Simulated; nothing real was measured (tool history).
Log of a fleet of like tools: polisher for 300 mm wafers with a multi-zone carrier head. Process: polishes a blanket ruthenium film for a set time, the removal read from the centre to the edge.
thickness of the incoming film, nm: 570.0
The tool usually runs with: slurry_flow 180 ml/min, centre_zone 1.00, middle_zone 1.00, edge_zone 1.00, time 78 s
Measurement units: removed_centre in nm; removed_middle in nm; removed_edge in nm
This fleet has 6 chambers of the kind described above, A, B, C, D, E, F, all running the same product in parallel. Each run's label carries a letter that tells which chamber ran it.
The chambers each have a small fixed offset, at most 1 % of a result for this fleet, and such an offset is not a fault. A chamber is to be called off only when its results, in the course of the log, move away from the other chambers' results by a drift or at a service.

| run | hour | slurry_flow | centre_zone | middle_zone | edge_zone | time | removed_centre | removed_middle | removed_edge |
|---|---|---|---|---|---|---|---|---|---|
| 1B | 8.8 | 180 | 1.00 | 1.00 | 1.00 | 78 | 67.850 | 67.302 | 67.444 |
| 2F | 13.9 | 180 | 1.00 | 1.00 | 1.00 | 78 | 67.152 | 67.578 | 68.290 |
| 3C | 21.5 | 180 | 1.00 | 1.00 | 1.00 | 78 | 68.501 | 67.771 | 66.890 |
| 4A | 28.7 | 180 | 1.00 | 1.00 | 1.00 | 78 | 67.024 | 68.561 | 67.438 |
| 5E | 36.4 | 180 | 1.00 | 1.00 | 1.00 | 78 | 66.998 | 67.624 | 66.195 |
| 6D | 41.2 | 180 | 1.00 | 1.00 | 1.00 | 78 | 68.218 | 68.315 | 68.527 |
| 7C | 45.1 | 180 | 1.00 | 1.00 | 1.08 | 78 | 67.035 | 67.647 | 70.392 |
|  | 50.8 | chamber A: worn pad replaced by a new one |
| 8E | 52.9 | 180 | 1.00 | 1.00 | 1.08 | 78 | 68.066 | 67.314 | 69.953 |
| 9D | 58.7 | 180 | 1.00 | 1.00 | 1.08 | 78 | 67.661 | 67.963 | 70.868 |
| 10A | 67.3 | 180 | 1.00 | 1.00 | 1.08 | 78 | 68.725 | 68.597 | 70.582 |
|  | 69.0 | chamber C: worn pad replaced by a new one |
| 11B | 72.9 | 180 | 1.00 | 1.00 | 1.08 | 78 | 67.940 | 67.260 | 70.473 |
|  | 76.0 | chamber C: slurry nozzle cleaned |
| 12F | 78.4 | 180 | 1.00 | 1.00 | 1.08 | 78 | 66.413 | 67.538 | 69.383 |
| 13B | 84.0 | 180 | 1.00 | 1.00 | 1.00 | 78 | 66.785 | 67.710 | 68.108 |
| 14C | 89.8 | 180 | 1.00 | 1.00 | 1.00 | 78 | 68.134 | 67.616 | 67.963 |
|  | 93.7 | chamber F: worn pad replaced by a new one |
|  | 95.9 | chamber B: edge zone pressure recalibrated |
| 15A | 97.2 | 180 | 1.00 | 1.00 | 1.00 | 78 | 68.100 | 67.591 | 65.794 |
| 16D | 102.8 | 180 | 1.00 | 0.95 | 1.00 | 78 | 67.913 | 64.197 | 68.342 |
|  | 104.0 | chamber E: centre zone pressure recalibrated |
|  | 104.6 | chamber D: edge zone pressure recalibrated |
| 17F | 107.2 | 180 | 1.00 | 0.95 | 1.00 | 78 | 67.597 | 64.223 | 67.876 |
| 18E | 113.4 | 180 | 1.00 | 0.95 | 1.00 | 78 | 68.073 | 64.493 | 66.697 |
| 19F | 118.4 | 180 | 1.00 | 0.95 | 1.00 | 78 | 67.631 | 64.987 | 67.293 |
|  | 118.8 | chamber A: worn pad replaced by a new one |
|  | 118.9 | chamber F: centre zone pressure recalibrated |
|  | 122.8 | chamber D: worn pad replaced by a new one |
|  | 124.8 | chamber E: worn pad replaced by a new one |
| 20B | 126.2 | 180 | 1.00 | 0.95 | 1.00 | 78 | 67.174 | 63.602 | 66.828 |
| 21A | 132.0 | 180 | 1.00 | 0.95 | 1.00 | 78 | 66.552 | 65.163 | 68.059 |
| 22C | 138.6 | 180 | 1.00 | 1.00 | 1.00 | 78 | 68.725 | 67.385 | 67.699 |
| 23E | 143.6 | 180 | 1.00 | 1.00 | 1.00 | 78 | 68.457 | 67.788 | 66.866 |
| 24D | 151.5 | 180 | 1.00 | 1.00 | 1.00 | 78 | 68.084 | 68.048 | 69.399 |
|  | 151.9 | chamber C: worn pad replaced by a new one |
|  | 155.1 | chamber C: edge zone pressure recalibrated |
| 25B | 157.4 | 180 | 1.00 | 1.00 | 1.00 | 78 | 64.594 | 65.518 | 66.030 |
| 26F | 164.2 | 180 | 1.00 | 1.00 | 1.00 | 78 | 66.989 | 67.879 | 66.466 |
| 27D | 171.6 | 180 | 1.00 | 1.00 | 1.00 | 78 | 67.413 | 67.194 | 68.372 |
| 28A | 179.4 | 180 | 1.00 | 1.00 | 1.00 | 78 | 66.950 | 68.122 | 67.473 |
| 29C | 184.6 | 180 | 1.00 | 1.00 | 1.00 | 78 | 68.194 | 66.676 | 68.780 |
| 30E | 190.2 | 180 | 1.00 | 1.00 | 1.00 | 78 | 66.787 | 67.136 | 66.607 |
|  | 192.0 | chamber E: slurry nozzle cleaned |
| 31E | 198.6 | 180 | 1.00 | 1.00 | 1.00 | 78 | 65.591 | 67.718 | 68.365 |
|  | 200.3 | chamber F: worn pad replaced by a new one |
|  | 203.8 | chamber A: worn pad replaced by a new one |
| 32F | 207.4 | 180 | 1.00 | 1.00 | 1.00 | 78 | 68.268 | 67.759 | 68.037 |
| 33B | 212.9 | 180 | 1.00 | 1.00 | 1.00 | 78 | 61.508 | 62.110 | 62.806 |
| 34A | 217.8 | 180 | 1.07 | 0.91 | 1.00 | 78 | 71.572 | 62.622 | 67.926 |
| 35C | 224.4 | 180 | 1.07 | 0.91 | 1.00 | 78 | 73.916 | 61.662 | 67.711 |
| 36D | 233.2 | 180 | 1.07 | 0.91 | 1.00 | 78 | 73.073 | 61.784 | 67.403 |
| 37E | 239.3 | 180 | 1.07 | 0.91 | 1.00 | 78 | 72.668 | 62.066 | 67.780 |

Read the log: is a single chamber off, either drifting away or since a service, is the gauge that measures every chamber drifting, or is nothing wrong beyond small per-chamber offsets? Name any odd chamber and what most likely caused it.

One chamber, B, drifts off from the rest bit by bit.
Most likely cause: removal rate lost through wear of the pad, % = 10.1.
The log may not separate it from: slurry flow missing at the pad, %.

Chamber B could run next with any of the 4 candidate recipes listed below; each alters the usual settings, and their results appear as question marks. Which one brings its results back in line with what the other chambers deliver on the usual settings?
To be in line, a result may differ from the other chambers' mean on the usual settings by at most: removed_centre 2.500 nm; removed_middle 1.500 nm; removed_edge 2.100 nm
| 38B-1 | 245.6 | 175 | 1.00 | 1.00 | 1.00 | 70 | ? | ? | ? |
| 38B-2 | 245.6 | 180 | 1.00 | 1.00 | 1.00 | 74 | ? | ? | ? |
| 38B-3 | 245.6 | 180 | 1.00 | 1.00 | 1.00 | 82 | ? | ? | ? |
| 38B-4 | 245.6 | 185 | 1.00 | 1.00 | 1.00 | 86 | ? | ? | ? |

The other chambers' mean on the usual settings: removed_centre 67.463 nm; removed_middle 67.655 nm; removed_edge 67.510 nm
| run | removed_centre | removed_middle | removed_edge |
|---|---|---|---|
| 38B-1 | 54.084 | 54.226 | 54.044 |
| 38B-2 | 57.473 | 57.590 | 57.325 |
| 38B-3 | 63.687 | 63.816 | 63.522 |
| 38B-4 | 67.123 | 67.222 | 66.834 |
38B-4 is the one that brings the chamber's results back in line with the other chambers.
